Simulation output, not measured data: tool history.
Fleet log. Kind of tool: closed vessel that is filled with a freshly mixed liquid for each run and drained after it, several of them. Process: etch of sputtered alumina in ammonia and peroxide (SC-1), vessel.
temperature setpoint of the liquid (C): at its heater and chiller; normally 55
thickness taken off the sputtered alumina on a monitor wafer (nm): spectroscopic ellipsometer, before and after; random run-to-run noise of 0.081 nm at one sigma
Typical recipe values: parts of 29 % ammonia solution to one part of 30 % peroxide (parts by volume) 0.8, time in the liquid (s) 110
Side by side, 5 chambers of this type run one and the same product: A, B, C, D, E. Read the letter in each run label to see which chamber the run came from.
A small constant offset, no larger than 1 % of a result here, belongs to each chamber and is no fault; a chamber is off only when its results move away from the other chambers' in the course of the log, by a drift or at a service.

run	hour	temperature setpoint of the liquid (C)	parts of 29 % ammonia solution to one part of 30 % peroxide (parts by volume)	time in the liquid (s)	hours since the thermometer was replaced	hours since the ammonia flow meter was replaced	hours since the drum of ammonia solution was connected	read-back film thickness of the sputtered alumina reference wafer, read on the same gauge (nm)	thickness taken off the sputtered alumina on a monitor wafer (nm)
1E	6.8	55	0.8	110	1071.7	330.1	155	29.994	8.945
2D	16.8	55	0.8	110	614	85	287	30.02	8.8724
3C	22.6	55	0.8	110	515	842.5	339.9	30.022	8.7764
# hour 23: chamber A: new drum of ammonia solution connected
4A	31.4	55	0.8	110	1333.5	221.1	8.5	30.018	8.8763
5B	39.6	55	1.2	150	179.3	133.4	345.6	30.011	12.58
6C	46	55	1.2	150	538.4	865.9	363.3	29.991	12.505
7B	57.5	55	1.2	150	197.2	151.3	363.5	29.999	12.687
8D	66.8	55	1.2	150	664	135	337	30.025	12.739
9E	74.5	55	1.2	150	1139.4	397.8	222.7	29.996	12.469
10A	84.1	55	0.8	110	1386.2	273.8	61.2	30.002	8.7338
11C	93.5	55	0.8	110	585.9	913.4	410.8	29.986	8.5602
# hour 103.3: chamber B: new drum of ammonia solution connected
12E	104	55	0.8	110	1168.9	427.3	252.2	30.044	8.7627
13A	112.7	55	0.8	110	1414.8	302.4	89.8	30.019	8.9117
14B	118.4	55	0.8	110	258.1	212.2	15.1	30.011	8.7058
15D	124.4	55	0.8	110	721.6	192.6	394.6	30.008	8.7647
16C	132.4	55	0.8	110	624.8	952.3	449.7	30.007	8.4629
17E	138.6	55	0.8	110	1203.5	461.9	286.8	30.001	8.8941
18D	148.1	55	0.8	110	745.3	216.3	418.3	30.019	8.9196
19A	159.3	55	0.8	110	1461.4	349	136.4	29.996	8.9167
20B	167.5	55	0.8	110	307.2	261.3	64.2	30.022	8.8058
21B	177.8	55	0.8	110	317.5	271.6	74.5	30.001	8.7955
22D	186.7	55	0.8	110	783.9	254.9	456.9	30.01	8.9128
23E	197	55	0.8	110	1261.9	520.3	345.2	29.977	8.8205
24C	206.6	58	1	110	699	1026.5	523.9	30.033	9.9167
25A	218.2	58	1	110	1520.3	407.9	195.3	29.972	10.656
26D	227	58	1	110	824.2	295.2	497.2	30.002	10.541
27B	235.4	58	1	110	375.1	329.2	132.1	30.003	10.406
28E	244.6	58	1	110	1309.5	567.9	392.8	29.985	10.479
29C	250.4	55	0.45	65	742.8	1070.3	567.7	29.991	4.6042
30A	259.3	55	0.45	65	1561.4	449	236.4	30.024	4.9596
31E	264.4	55	0.45	65	1329.3	587.7	412.6	29.991	4.9009

Next, every chamber runs the same settings. What will each give?
32A	272.7	55	0.8	110					?
32B	272.7	55	0.8	110					?
32C	272.7	55	0.8	110					?
32D	272.7	55	0.8	110					?
32E	272.7	55	0.8	110					?

run	thickness taken off the sputtered alumina on a monitor wafer (nm)
32A	8.8928
32B	8.8772
32C	8.1151
32D	8.7605
32E	8.8889
